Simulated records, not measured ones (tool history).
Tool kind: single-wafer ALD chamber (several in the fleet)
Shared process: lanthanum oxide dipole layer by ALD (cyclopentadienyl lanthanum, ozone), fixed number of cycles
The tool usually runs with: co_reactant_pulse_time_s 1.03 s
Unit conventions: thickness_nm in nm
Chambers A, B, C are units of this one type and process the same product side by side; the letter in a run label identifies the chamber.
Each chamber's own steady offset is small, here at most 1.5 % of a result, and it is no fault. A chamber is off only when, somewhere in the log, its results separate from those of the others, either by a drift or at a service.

run,day,co_reactant_pulse_time_s,hours since the last thermocouple change,hours since the last ozone generator service,"read-back reference wafer on the same gauge, thickness_nm",thickness_nm
1B,0.446,1.03,183.1,491.5,0.42204,0.49955
2A,1.062,1.03,2183.0,811.5,0.42214,0.49917
3C,1.554,1.03,1028.2,127.4,0.42202,0.50926
4C,1.967,1.03,1038.1,137.3,0.42210,0.50861
# day 2.104: chamber A: thermocouple changed; heater temperature recalibrated
5B,2.392,1.03,229.8,538.2,0.42213,0.50066
6A,2.946,1.03,20.2,856.7,0.42211,0.49799
7C,3.288,1.03,1069.8,169.0,0.42202,0.50702
8B,3.708,1.03,261.4,569.8,0.42175,0.49911
9A,4.200,1.03,50.3,886.8,0.42182,0.49662
10A,4.721,1.03,62.8,899.3,0.42205,0.49895
11C,5.317,1.03,1118.5,217.7,0.42225,0.50980
12B,5.608,1.03,307.0,615.4,0.42173,0.50055
13B,6.142,1.03,319.8,628.2,0.42187,0.50112
14A,6.442,1.03,104.1,940.6,0.42220,0.49803
15C,6.812,1.03,1154.4,253.6,0.42218,0.50800
16C,7.112,1.03,1161.6,260.8,0.42192,0.50692
17B,7.679,1.03,356.7,665.1,0.42150,0.49669
18A,8.204,1.03,146.4,982.9,0.42180,0.49937
19C,8.746,1.03,1200.8,300.0,0.42215,0.51151
# day 9.092: chamber B: ozone generator serviced
20B,9.262,0.77,394.7,4.2,0.42197,0.44927
21A,9.871,0.77,186.4,1022.9,0.42188,0.45117
22A,10.396,0.77,199.0,1035.5,0.42176,0.44551
23B,10.992,1.03,436.2,45.7,0.42203,0.49935
24C,11.325,0.84,1262.7,361.9,0.42171,0.47080
25A,11.892,0.84,234.9,1071.4,0.42175,0.46252
26B,12.292,0.84,467.4,76.9,0.42186,0.46634

Has any chamber moved away from the others, gradually or after a service, or does the common gauge drift, or do the chambers differ only by their own small steady offsets? State the chamber and the most likely cause if one applies.

Nothing is wrong: each chamber keeps only its own small, steady offset and the gauge holds still.

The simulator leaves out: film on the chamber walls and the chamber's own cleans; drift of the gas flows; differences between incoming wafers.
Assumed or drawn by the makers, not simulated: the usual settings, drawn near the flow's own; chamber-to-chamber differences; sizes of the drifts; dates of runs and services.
